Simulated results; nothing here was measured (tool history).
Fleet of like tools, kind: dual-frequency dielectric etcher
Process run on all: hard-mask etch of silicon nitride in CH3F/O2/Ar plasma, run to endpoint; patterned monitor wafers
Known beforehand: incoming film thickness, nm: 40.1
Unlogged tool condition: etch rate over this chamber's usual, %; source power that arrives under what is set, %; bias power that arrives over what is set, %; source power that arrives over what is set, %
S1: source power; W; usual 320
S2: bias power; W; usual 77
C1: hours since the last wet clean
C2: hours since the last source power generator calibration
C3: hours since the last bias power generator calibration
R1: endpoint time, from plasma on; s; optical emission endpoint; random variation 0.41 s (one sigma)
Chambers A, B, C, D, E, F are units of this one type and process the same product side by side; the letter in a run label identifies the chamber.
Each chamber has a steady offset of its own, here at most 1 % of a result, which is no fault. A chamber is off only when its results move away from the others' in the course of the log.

run	day	S1	S2	C1	C2	C3	R1
1B	0.512	320	77	322.4	2838.7	1711.6	62.447
2E	0.958	320	77	362.6	1653.0	1728.1	62.348
3A	1.533	320	77	177.8	2080.8	1316.3	62.452
4F	1.908	320	77	147.5	2265.3	3583.7	62.601
5D	2.167	370	66	399.7	1091.3	207.1	60.969
6C	2.604	370	66	484.5	1285.9	2540.4	61.950
7F	3.092	370	66	175.9	2293.7	3612.1	62.607
8C	3.421	370	66	504.1	1305.5	2560.0	61.133
9B	3.833	370	66	402.1	2918.4	1791.3	61.387
10E	4.379	370	66	444.7	1735.1	1810.2	62.290
11D	4.804	320	77	463.0	1154.6	270.4	61.697
# day 4.933: chamber B: wet clean of the chamber
12A	5.104	320	77	263.5	2166.5	1402.0	61.694
13C	5.492	320	65	553.8	1355.2	2609.7	65.292
14B	5.904	320	65	23.4	2968.1	1841.0	66.000
15D	6.346	320	65	500.0	1191.6	307.4	66.109
# day 6.629: chamber C: wet clean of the chamber
16A	6.675	320	65	301.2	2204.2	1439.7	65.335
# day 7.025: chamber F: source power generator calibrated
# day 7.146: chamber D: wet clean of the chamber
17E	7.192	320	65	512.2	1802.6	1877.7	65.203
18F	7.617	320	65	284.5	14.2	3720.7	66.495
19F	8.150	320	77	297.3	27.0	3733.5	61.748
20A	8.679	320	77	349.3	2252.3	1487.8	61.474
21D	9.096	320	77	46.9	1257.6	373.4	62.008
22E	9.429	320	77	565.9	1856.3	1931.4	62.226
23C	9.767	260	89	75.3	1457.8	2712.3	63.320
24B	10.308	260	89	129.1	3073.8	1946.7	63.399
25A	10.829	260	89	400.9	2303.9	1539.4	63.006
26F	11.129	260	89	368.8	98.5	3805.0	63.488
27B	11.600	260	89	160.1	3104.8	1977.7	63.287
28C	11.933	260	89	127.3	1509.8	2764.3	63.287
29E	12.500	320	77	639.6	1930.0	2005.1	61.594
30D	12.962	320	77	139.7	1350.4	466.2	62.189
31B	13.362	320	77	202.4	3147.1	2020.0	61.678
# day 13.421: chamber E: wet clean of the chamber
# day 13.454: chamber F: wet clean of the chamber
32A	13.879	360	77	474.1	2377.1	1612.6	58.767
33F	14.162	360	77	17.1	171.3	3877.8	59.294
# day 14.446: chamber A: wet clean of the chamber
34C	14.475	360	77	188.3	1570.8	2825.3	58.863
35D	14.996	360	77	188.5	1399.2	515.0	59.297
36E	15.538	360	77	50.8	2002.9	2078.0	58.613
# day 15.808: chamber A: source power generator calibrated
37B	15.904	360	77	263.4	3208.1	2081.0	58.377
38A	16.475	250	61	48.8	16.1	1674.9	73.170
39E	17.038	250	61	86.8	2038.9	2114.0	72.700
40D	17.358	250	61	245.2	1455.9	571.7	73.922
41C	17.954	250	61	271.8	1654.3	2908.8	73.624

Which is it: a chamber that has drifted or been left off by a service, a gauge drift common to all chambers, or only each chamber's usual small offset? If a chamber is off, name it and its likeliest cause.

The fleet is healthy, with each chamber sitting at its usual small offset and no drift in the gauge.
